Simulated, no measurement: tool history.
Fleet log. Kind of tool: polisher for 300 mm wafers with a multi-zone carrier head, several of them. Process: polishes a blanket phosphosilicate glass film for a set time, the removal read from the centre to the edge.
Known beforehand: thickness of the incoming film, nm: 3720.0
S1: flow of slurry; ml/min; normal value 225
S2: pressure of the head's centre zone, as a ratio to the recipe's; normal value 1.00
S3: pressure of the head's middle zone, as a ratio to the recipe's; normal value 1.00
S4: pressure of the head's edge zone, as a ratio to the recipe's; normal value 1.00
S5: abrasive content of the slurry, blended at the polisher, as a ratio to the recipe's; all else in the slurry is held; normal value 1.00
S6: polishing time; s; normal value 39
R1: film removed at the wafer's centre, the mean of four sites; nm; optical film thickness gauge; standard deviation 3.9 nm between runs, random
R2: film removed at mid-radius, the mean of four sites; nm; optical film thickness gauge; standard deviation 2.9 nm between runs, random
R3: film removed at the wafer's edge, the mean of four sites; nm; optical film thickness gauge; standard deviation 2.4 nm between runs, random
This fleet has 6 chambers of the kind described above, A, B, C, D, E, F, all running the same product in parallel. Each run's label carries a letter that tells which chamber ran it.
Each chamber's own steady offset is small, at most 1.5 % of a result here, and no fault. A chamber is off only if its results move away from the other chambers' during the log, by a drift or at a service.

At hour 2.2: chamber A: slurry nozzle cleaned.
Run 1A, hour 6.9: usual settings. Result: R1 281.56 nm, R2 283.20 nm, R3 282.73 nm.
Run 2F, hour 17.4: usual settings. Result: R1 285.43 nm, R2 285.32 nm, R3 282.28 nm.
At hour 29.8: chamber A: worn pad replaced by a new one.
Run 3B, hour 31.5: usual settings. Result: R1 279.55 nm, R2 279.78 nm, R3 278.77 nm.
Run 4D, hour 41.6: usual settings. Result: R1 279.99 nm, R2 283.89 nm, R3 282.06 nm.
Run 5E, hour 53.3: usual settings but S4 0.88, S5 1.15. Result: R1 299.56 nm, R2 291.10 nm, R3 277.50 nm.
At hour 59.5: chamber E: worn pad replaced by a new one.
At hour 67.7: chamber F: worn pad replaced by a new one.
Run 6C, hour 68.0: usual settings but S4 0.88, S5 1.15. Result: R1 291.76 nm, R2 296.27 nm, R3 278.90 nm.
At hour 82.8: chamber B: worn pad replaced by a new one.
Run 7D, hour 83.9: usual settings but S4 0.88, S5 1.15. Result: R1 301.97 nm, R2 293.12 nm, R3 278.62 nm.
At hour 88.9: chamber C: worn pad replaced by a new one.
Run 8E, hour 97.7: usual settings but S4 0.88, S5 1.15. Result: R1 297.88 nm, R2 298.82 nm, R3 279.29 nm.
Run 9F, hour 104.7: usual settings but S4 0.88, S5 1.15. Result: R1 290.15 nm, R2 301.35 nm, R3 280.08 nm.
At hour 108.6: chamber B: slurry nozzle cleaned.
At hour 117.7: chamber B: centre zone pressure recalibrated.
Run 10A, hour 120.4: usual settings but S4 0.88, S5 1.15. Result: R1 292.33 nm, R2 302.18 nm, R3 282.30 nm.
At hour 124.8: chamber A: worn pad replaced by a new one.
Run 11C, hour 129.7: usual settings. Result: R1 277.30 nm, R2 282.62 nm, R3 280.71 nm.
Run 12B, hour 139.7: usual settings. Result: R1 276.60 nm, R2 282.35 nm, R3 280.31 nm.
At hour 151.0: chamber F: worn pad replaced by a new one.
Run 13F, hour 154.7: usual settings. Result: R1 279.61 nm, R2 284.36 nm, R3 283.41 nm.
At hour 157.2: chamber E: worn pad replaced by a new one.
Run 14C, hour 169.3: usual settings. Result: R1 271.65 nm, R2 278.39 nm, R3 280.72 nm.
Run 15B, hour 183.9: usual settings. Result: R1 281.66 nm, R2 277.19 nm, R3 284.06 nm.
Run 16E, hour 194.1: usual settings. Result: R1 275.93 nm, R2 270.88 nm, R3 279.16 nm.
Run 17D, hour 202.3: usual settings. Result: R1 281.60 nm, R2 273.84 nm, R3 270.84 nm.
At hour 203.3: chamber C: worn pad replaced by a new one.
At hour 213.0: chamber A: worn pad replaced by a new one.
Run 18A, hour 215.4: usual settings. Result: R1 277.65 nm, R2 286.25 nm, R3 279.02 nm.
At hour 225.6: chamber B: worn pad replaced by a new one.
Run 19A, hour 228.0: usual settings. Result: R1 275.74 nm, R2 282.04 nm, R3 283.06 nm.
At hour 228.5: chamber F: worn pad replaced by a new one.
At hour 238.4: chamber E: worn pad replaced by a new one.
Run 20F, hour 238.7: usual settings. Result: R1 283.99 nm, R2 278.93 nm, R3 280.61 nm.
At hour 242.4: chamber A: centre zone pressure recalibrated.
At hour 242.9: chamber D: slurry nozzle cleaned.
Run 21B, hour 247.2: usual settings. Result: R1 283.37 nm, R2 279.29 nm, R3 280.77 nm.
At hour 248.5: chamber D: edge zone pressure recalibrated.
Run 22E, hour 259.2: usual settings. Result: R1 277.76 nm, R2 277.48 nm, R3 278.35 nm.
Run 23C, hour 273.8: usual settings. Result: R1 281.43 nm, R2 278.44 nm, R3 279.45 nm.
Run 24D, hour 287.6: usual settings. Result: R1 275.79 nm, R2 269.86 nm, R3 271.32 nm.
Run 25A, hour 297.1: usual settings. Result: R1 276.72 nm, R2 283.03 nm, R3 285.14 nm.
At hour 308.5: chamber A: worn pad replaced by a new one.
Run 26F, hour 309.0: usual settings. Result: R1 280.46 nm, R2 279.12 nm, R3 277.31 nm.
At hour 309.9: chamber F: worn pad replaced by a new one.
At hour 314.6: chamber E: worn pad replaced by a new one.
Run 27C, hour 317.0: usual settings. Result: R1 272.70 nm, R2 276.18 nm, R3 284.70 nm.
At hour 318.7: chamber C: worn pad replaced by a new one.
Run 28E, hour 324.3: usual settings. Result: R1 273.61 nm, R2 279.34 nm, R3 279.17 nm.
Run 29B, hour 337.0: usual settings but S2 0.96, S3 1.06. Result: R1 264.98 nm, R2 301.42 nm, R3 282.85 nm.
At hour 342.1: chamber F: slurry nozzle cleaned.
Run 30D, hour 347.5: usual settings but S2 0.96, S3 1.06. Result: R1 256.93 nm, R2 278.64 nm, R3 268.52 nm.
At hour 349.6: chamber B: worn pad replaced by a new one.
Run 31B, hour 359.4: usual settings but S2 0.96, S3 1.06. Result: R1 267.25 nm, R2 298.60 nm, R3 282.91 nm.
Run 32C, hour 368.3: usual settings but S2 0.96, S3 1.06. Result: R1 267.56 nm, R2 298.42 nm, R3 279.03 nm.
Run 33E, hour 376.1: usual settings but S2 0.96, S3 1.06. Result: R1 266.97 nm, R2 292.86 nm, R3 275.97 nm.
Run 34F, hour 387.4: usual settings but S2 0.96, S3 1.06. Result: R1 270.29 nm, R2 296.00 nm, R3 281.61 nm.
At hour 394.7: chamber A: worn pad replaced by a new one.
Run 35A, hour 394.9: usual settings but S1 155 ml/min. Result: R1 263.75 nm, R2 266.38 nm, R3 271.93 nm.
At hour 396.0: chamber F: worn pad replaced by a new one.
Run 36D, hour 405.0: usual settings but S1 155 ml/min. Result: R1 249.50 nm, R2 243.02 nm, R3 249.97 nm.
Run 37C, hour 416.1: usual settings but S1 155 ml/min. Result: R1 254.75 nm, R2 265.69 nm, R3 266.82 nm.
Run 38F, hour 429.7: usual settings but S1 155 ml/min. Result: R1 266.92 nm, R2 268.58 nm, R3 274.15 nm.
Run 39A, hour 445.6: usual settings but S1 155 ml/min. Result: R1 264.51 nm, R2 265.06 nm, R3 268.81 nm.

All chambers now run identical settings, listed one chamber a line with results as question marks. What results will each chamber show?
Run 40A, hour 457.0: usual settings but S1 265 ml/min. Result: R1 ?, R2 ?, R3 ?.
Run 40B, hour 457.0: usual settings but S1 265 ml/min. Result: R1 ?, R2 ?, R3 ?.
Run 40C, hour 457.0: usual settings but S1 265 ml/min. Result: R1 ?, R2 ?, R3 ?.
Run 40D, hour 457.0: usual settings but S1 265 ml/min. Result: R1 ?, R2 ?, R3 ?.
Run 40E, hour 457.0: usual settings but S1 265 ml/min. Result: R1 ?, R2 ?, R3 ?.
Run 40F, hour 457.0: usual settings but S1 265 ml/min. Result: R1 ?, R2 ?, R3 ?.

run      R1      R2      R3
40A  283.00  281.24  279.64
40B  281.66  288.59  283.57
40C  280.01  290.34  284.93
40D  269.18  260.68  260.66
40E  292.09  284.73  283.15
40F  286.69  289.27  285.89
